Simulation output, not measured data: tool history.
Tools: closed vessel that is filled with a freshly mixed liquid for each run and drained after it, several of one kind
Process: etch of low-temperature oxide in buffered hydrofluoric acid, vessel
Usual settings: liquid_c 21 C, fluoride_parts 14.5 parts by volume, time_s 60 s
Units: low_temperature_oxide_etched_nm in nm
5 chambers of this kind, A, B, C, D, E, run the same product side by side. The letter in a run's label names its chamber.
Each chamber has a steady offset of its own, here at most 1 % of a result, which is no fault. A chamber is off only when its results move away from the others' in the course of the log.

run	hour	liquid_c	fluoride_parts	time_s	read-back film thickness of the low-temperature oxide reference wafer, read on the same gauge (nm)	low_temperature_oxide_etched_nm
1B	8	21	14.5	60	59.987	220.14
2A	19.4	21	14.5	60	59.99	223.82
3C	26.2	21	14.5	60	60.055	220.64
4E	35.2	21	14.5	60	59.966	220.66
# hour 42.6: chamber A: thermometer replaced
5D	44.9	21	14.5	60	59.981	221.76
6E	57.4	21	14.5	60	60.001	217.59
7A	67.1	21	14.5	60	60.011	221.54
8B	73.2	21	14.5	60	60.037	220.8
# hour 78.5: chamber A: hydrofluoric acid flow meter replaced
9D	81.1	21	14.5	60	59.994	220.95
10C	86.9	21	14.5	60	60	218.86
11C	98	21	14.5	60	59.995	220.77
12B	104.3	21	14.5	60	60.013	218.73
13A	112.8	21	14.5	60	59.994	220.87
14D	121.5	21	14.5	60	59.997	220.64
15E	133.5	21	14.5	60	59.999	219.5
16E	144.9	21	14.5	60	59.958	219.43
17A	150.8	21	14.5	60	59.992	220.48
18B	159.7	21	14.5	60	60	222.13
19D	169.3	21	14.5	60	60.028	222.14
20C	178.4	21	14.5	60	59.959	222.48
21A	185.5	21	14.5	60	60.033	222.23
22C	195.9	21	8.5	35	60.006	211.76
23D	202.1	21	8.5	35	59.979	208.62
24B	208.1	21	8.5	35	60.002	213.72
25E	221.1	21	8.5	35	59.999	205.97
26A	234.3	21	8.5	35	60.035	210.67
27B	244	21	14.5	60	59.983	221.3
28C	254.9	21	14.5	60	59.971	227.65
29D	262.2	21	14.5	60	59.959	221.73
30E	271.7	21	14.5	60	60.014	218.95
31A	278.5	21	12	80	59.96	356.89
32D	284.9	21	12	80	60.01	355.81
# hour 295.4: chamber B: thermometer replaced
33C	297.3	21	12	80	59.999	365.67
34B	304	21	12	80	59.998	355.36
35E	314.6	21	12	80	59.992	349.99
36A	322.7	21	14.5	60	59.996	220.39
37E	333.2	21	14.5	60	60.001	219.4
38C	340.5	21	14.5	60	60.019	227.62
39D	347.1	21	11	60	59.988	290.13
40B	355.1	21	11	60	60.047	289.75
41D	367.7	21	11	60	60.023	289.72
42A	377.3	21	11	60	60.031	290.37
43C	389	21	11	60	60.01	301.59

What goes on in this fleet: one chamber off, a drifting gauge, or nothing beyond the chambers' own small offsets? Name the chamber and the cause, if any.

Chamber C drifts away from the others.
Cause: liquid hotter than its thermometer reads (K) = 0.93.
The log may not tell that from: hydrofluoric acid flow above the setpoint (%).

Here are 4 candidates for chamber C's next run, each the usual settings with a change, their results left as question marks. Which one brings its results back in line with what the others give on the usual settings?
In line means no further than this from the other chambers' mean on the usual settings: low_temperature_oxide_etched_nm 3.4 nm
44C-1	398.6	22	14.5	60		?
44C-2	398.6	20	14.5	60		?
44C-3	398.6	21	13	60		?
44C-4	398.6	21	16	60		?

The other chambers' mean on the usual settings: low_temperature_oxide_etched_nm 220.81 nm
run	low_temperature_oxide_etched_nm
44C-1	246.28
44C-2	220.22
44C-3	258.82
44C-4	211.73
44C-2 brings the chamber back in line.
